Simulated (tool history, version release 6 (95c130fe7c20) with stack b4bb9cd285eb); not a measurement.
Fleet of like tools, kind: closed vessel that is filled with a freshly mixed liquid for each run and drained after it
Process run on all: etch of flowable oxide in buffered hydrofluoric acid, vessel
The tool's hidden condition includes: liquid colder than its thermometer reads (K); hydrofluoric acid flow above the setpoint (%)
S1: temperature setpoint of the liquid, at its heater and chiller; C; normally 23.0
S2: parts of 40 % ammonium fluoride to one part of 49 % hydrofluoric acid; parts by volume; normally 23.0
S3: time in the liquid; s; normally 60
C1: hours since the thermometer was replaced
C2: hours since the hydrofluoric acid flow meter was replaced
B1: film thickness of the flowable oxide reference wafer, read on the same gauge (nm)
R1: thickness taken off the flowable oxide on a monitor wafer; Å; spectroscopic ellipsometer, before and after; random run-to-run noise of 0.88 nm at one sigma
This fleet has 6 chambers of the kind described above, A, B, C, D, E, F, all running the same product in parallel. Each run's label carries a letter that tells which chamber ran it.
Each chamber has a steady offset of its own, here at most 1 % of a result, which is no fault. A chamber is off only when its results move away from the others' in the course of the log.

run 1D hour=7.6 | S1=23.0 S2=23.0 S3=60 | C1=486.8 C2=834.6 | B1=39.994 | R1=1256.60
run 2E hour=12.8 | S1=23.0 S2=23.0 S3=60 | C1=1094.2 C2=1249.5 | B1=40.003 | R1=1259.00
run 3C hour=19.3 | S1=23.0 S2=23.0 S3=60 | C1=835.4 C2=398.5 | B1=39.988 | R1=1264.20
run 4A hour=23.2 | S1=23.0 S2=23.0 S3=60 | C1=1287.2 C2=547.4 | B1=40.001 | R1=1256.30
run 5B hour=28.2 | S1=23.0 S2=23.0 S3=60 | C1=158.9 C2=1950.8 | B1=40.008 | R1=1238.70
run 6F hour=36.0 | S1=23.0 S2=23.0 S3=60 | C1=1108.2 C2=517.6 | B1=40.006 | R1=1251.40
run 7F hour=43.2 | S1=23.0 S2=23.0 S3=60 | C1=1115.4 C2=524.8 | B1=39.983 | R1=1254.80
run 8B hour=47.6 | S1=21.0 S2=23.0 S3=30 | C1=178.3 C2=1970.2 | B1=39.999 | R1=554.18
run 9C hour=54.3 | S1=21.0 S2=23.0 S3=30 | C1=870.4 C2=433.5 | B1=39.994 | R1=568.90
-- hour=56.2 chamber B: hydrofluoric acid flow meter replaced
run 10A hour=62.1 | S1=21.0 S2=23.0 S3=30 | C1=1326.1 C2=586.3 | B1=40.021 | R1=557.52
run 11E hour=65.9 | S1=21.0 S2=23.0 S3=30 | C1=1147.3 C2=1302.6 | B1=40.014 | R1=558.69
run 12D hour=73.4 | S1=21.0 S2=23.0 S3=30 | C1=552.6 C2=900.4 | B1=40.005 | R1=564.92
run 13B hour=78.5 | S1=21.0 S2=23.0 S3=30 | C1=209.2 C2=22.4 | B1=39.994 | R1=558.23
run 14F hour=81.9 | S1=23.0 S2=23.0 S3=60 | C1=1154.1 C2=563.5 | B1=39.988 | R1=1247.90
run 15A hour=86.0 | S1=23.0 S2=23.0 S3=60 | C1=1350.0 C2=610.2 | B1=40.015 | R1=1262.50
run 16D hour=91.6 | S1=23.0 S2=23.0 S3=60 | C1=570.8 C2=918.6 | B1=40.002 | R1=1251.70
run 17E hour=99.3 | S1=23.0 S2=23.0 S3=60 | C1=1180.7 C2=1336.0 | B1=39.974 | R1=1226.40
run 18C hour=102.8 | S1=23.0 S2=23.0 S3=60 | C1=918.9 C2=482.0 | B1=40.031 | R1=1246.40
run 19B hour=106.4 | S1=23.0 S2=23.0 S3=60 | C1=237.1 C2=50.3 | B1=39.983 | R1=1257.20
run 20E hour=110.4 | S1=23.0 S2=30.0 S3=85 | C1=1191.8 C2=1347.1 | B1=40.007 | R1=1476.00
run 21A hour=114.4 | S1=23.0 S2=30.0 S3=85 | C1=1378.4 C2=638.6 | B1=40.003 | R1=1515.00
run 22F hour=120.5 | S1=23.0 S2=30.0 S3=85 | C1=1192.7 C2=602.1 | B1=40.012 | R1=1479.30
run 23C hour=124.3 | S1=23.0 S2=30.0 S3=85 | C1=940.4 C2=503.5 | B1=40.005 | R1=1480.70
run 24D hour=129.7 | S1=23.0 S2=30.0 S3=85 | C1=608.9 C2=956.7 | B1=40.009 | R1=1478.50
run 25E hour=133.3 | S1=23.0 S2=30.0 S3=85 | C1=1214.7 C2=1370.0 | B1=39.987 | R1=1454.40
run 26F hour=137.1 | S1=27.5 S2=16.5 S3=60 | C1=1209.3 C2=618.7 | B1=40.004 | R1=2126.90
run 27C hour=144.4 | S1=27.5 S2=16.5 S3=60 | C1=960.5 C2=523.6 | B1=39.984 | R1=2140.40
run 28B hour=148.7 | S1=27.5 S2=16.5 S3=60 | C1=279.4 C2=92.6 | B1=39.991 | R1=2143.00
run 29A hour=154.6 | S1=27.5 S2=16.5 S3=60 | C1=1418.6 C2=678.8 | B1=40.002 | R1=2258.30
run 30D hour=158.7 | S1=27.5 S2=16.5 S3=60 | C1=637.9 C2=985.7 | B1=39.985 | R1=2143.00
run 31F hour=162.3 | S1=27.5 S2=16.5 S3=60 | C1=1234.5 C2=643.9 | B1=39.986 | R1=2151.10
run 32C hour=168.1 | S1=23.0 S2=23.0 S3=60 | C1=984.2 C2=547.3 | B1=39.990 | R1=1247.70
run 33B hour=175.8 | S1=23.0 S2=23.0 S3=60 | C1=306.5 C2=119.7 | B1=40.009 | R1=1247.00
run 34E hour=180.4 | S1=23.0 S2=23.0 S3=60 | C1=1261.8 C2=1417.1 | B1=39.993 | R1=1254.20
run 35D hour=185.5 | S1=23.0 S2=23.0 S3=60 | C1=664.7 C2=1012.5 | B1=39.987 | R1=1266.10
-- hour=191.2 chamber F: thermometer replaced
run 36A hour=191.7 | S1=27.5 S2=15.0 S3=60 | C1=1455.7 C2=715.9 | B1=40.006 | R1=2504.70
run 37F hour=197.4 | S1=27.5 S2=15.0 S3=60 | C1=6.2 C2=679.0 | B1=40.004 | R1=2346.00
run 38B hour=201.5 | S1=27.5 S2=15.0 S3=60 | C1=332.2 C2=145.4 | B1=40.005 | R1=2330.40
run 39D hour=208.2 | S1=27.5 S2=15.0 S3=60 | C1=687.4 C2=1035.2 | B1=40.023 | R1=2350.90
run 40C hour=214.2 | S1=27.5 S2=15.0 S3=60 | C1=1030.3 C2=593.4 | B1=40.001 | R1=2368.80

All 6 chambers run these settings next. Forecast each chamber's results:
run 41A hour=219.8 | S1=24.5 S2=23.0 S3=60 | R1=?
run 41B hour=219.8 | S1=24.5 S2=23.0 S3=60 | R1=?
run 41C hour=219.8 | S1=24.5 S2=23.0 S3=60 | R1=?
run 41D hour=219.8 | S1=24.5 S2=23.0 S3=60 | R1=?
run 41E hour=219.8 | S1=24.5 S2=23.0 S3=60 | R1=?
run 41F hour=219.8 | S1=24.5 S2=23.0 S3=60 | R1=?

run=41A R1=1408.20
run=41B R1=1341.10
run=41C R1=1367.40
run=41D R1=1366.80
run=41E R1=1352.90
run=41F R1=1362.70
